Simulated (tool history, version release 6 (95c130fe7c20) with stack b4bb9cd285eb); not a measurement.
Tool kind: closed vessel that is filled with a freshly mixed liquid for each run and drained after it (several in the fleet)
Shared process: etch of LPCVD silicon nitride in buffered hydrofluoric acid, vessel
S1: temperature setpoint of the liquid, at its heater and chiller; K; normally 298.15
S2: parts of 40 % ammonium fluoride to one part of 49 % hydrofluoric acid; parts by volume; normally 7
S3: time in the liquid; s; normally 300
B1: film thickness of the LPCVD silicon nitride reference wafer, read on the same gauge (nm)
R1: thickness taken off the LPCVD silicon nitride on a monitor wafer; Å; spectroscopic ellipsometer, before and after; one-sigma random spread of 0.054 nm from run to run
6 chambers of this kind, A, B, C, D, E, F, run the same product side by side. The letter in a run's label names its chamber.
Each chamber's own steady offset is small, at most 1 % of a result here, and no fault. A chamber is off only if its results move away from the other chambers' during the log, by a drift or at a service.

run	day	S1	S2	S3	B1	R1
# day 0.258: chamber A: thermometer replaced
1C	0.383	298.15	7	300	150	62.421
2E	0.717	298.15	7	300	149.99	62.878
3A	1.171	298.15	7	300	150	62.495
# day 1.204: chamber F: hydrofluoric acid flow meter replaced
4D	1.404	298.15	7	300	150	61.617
5F	1.808	298.15	7	300	150	62.741
6B	2.104	298.15	9	300	150	47.578
7C	2.462	298.15	9	300	149.98	47.706
8E	2.704	298.15	9	300	150.01	47.774
9D	3.142	298.15	9	300	149.98	47.368
# day 3.379: chamber C: thermometer replaced
10F	3.55	298.15	9	300	150	47.721
11B	3.871	298.15	9	300	149.99	47.897
12A	4.283	298.15	7	300	150	62.61
13A	4.525	298.15	7	300	150.01	62.734
14E	4.75	298.15	7	465	150	97.507
15B	5.208	298.15	7	465	150.01	97.797
16C	5.533	298.15	7	465	149.99	93.674
17D	5.958	298.15	7	465	150.01	96.453
18F	6.321	298.15	7	465	150.01	96.076
# day 6.5: chamber F: thermometer replaced
19C	6.762	298.15	7	465	149.98	95.041
20A	7.183	298.15	7	300	149.99	61.889
21D	7.388	298.15	7	300	150	62.787
22F	7.738	294.65	9	300	150	39.24
23E	8.1	294.65	9	300	149.99	39.139
24B	8.517	294.65	9	300	150	39.21
25E	8.979	294.65	9	300	150.01	39.553
26C	9.438	294.65	9	300	150	39.167
27F	9.696	294.65	9	300	150	39.933
28D	10.017	298.15	7	300	150.01	63.981
# day 10.175: chamber D: hydrofluoric acid flow meter replaced
29B	10.362	296.15	7	300	150.02	56.64
30A	10.733	296.15	7	300	149.98	56.516
31F	10.958	296.15	7	300	150.01	56.336
32A	11.329	296.15	7	300	149.99	56.793
33C	11.746	296.15	7	300	150	56.106
# day 11.908: chamber B: hydrofluoric acid flow meter replaced
34D	12.062	296.15	7	300	150	57.696
35B	12.342	298.15	7	300	149.98	62.056
36E	12.562	298.15	9.5	375	150.01	56.82
# day 12.883: chamber C: hydrofluoric acid flow meter replaced
37F	12.9	298.15	9.5	375	149.99	57.953
38D	13.25	298.15	9.5	375	149.98	60.088
39E	13.688	298.15	9.5	375	149.99	57.709
40A	14.1	298.15	9.5	375	150	58.602
41C	14.45	298.15	9.5	375	150	57.415
42B	14.804	298.15	7	300	150	62.851
43B	15.25	298.15	7	300	150.03	63.315
44F	15.629	298.15	7	300	149.99	63.067

Is one chamber out of step, is the gauge drifting, or do the chambers differ by no more than their own small offsets? For an off chamber, give its letter and the likeliest cause.

Little by little, chamber D moves away from the other chambers.
Most likely cause: liquid hotter than its thermometer reads (K) = 1.23.

Here are 4 candidates for chamber D's next run, each the usual settings with a change, their results left as question marks. Which one brings its results back in line with what the others give on the usual settings?
In line means no further than this from the other chambers' mean on the usual settings: R1 1.9 Å
45D-1	15.962	300.65	7	300		?
45D-2	15.962	298.15	7	265		?
45D-3	15.962	298.15	7	280		?
45D-4	15.962	298.15	7	320		?

Other chambers, usual settings, mean: R1 62.405 Å
run	R1
45D-1	76.147
45D-2	58.915
45D-3	62.25
45D-4	71.143
45D-3 puts the chamber back in line with the other chambers.
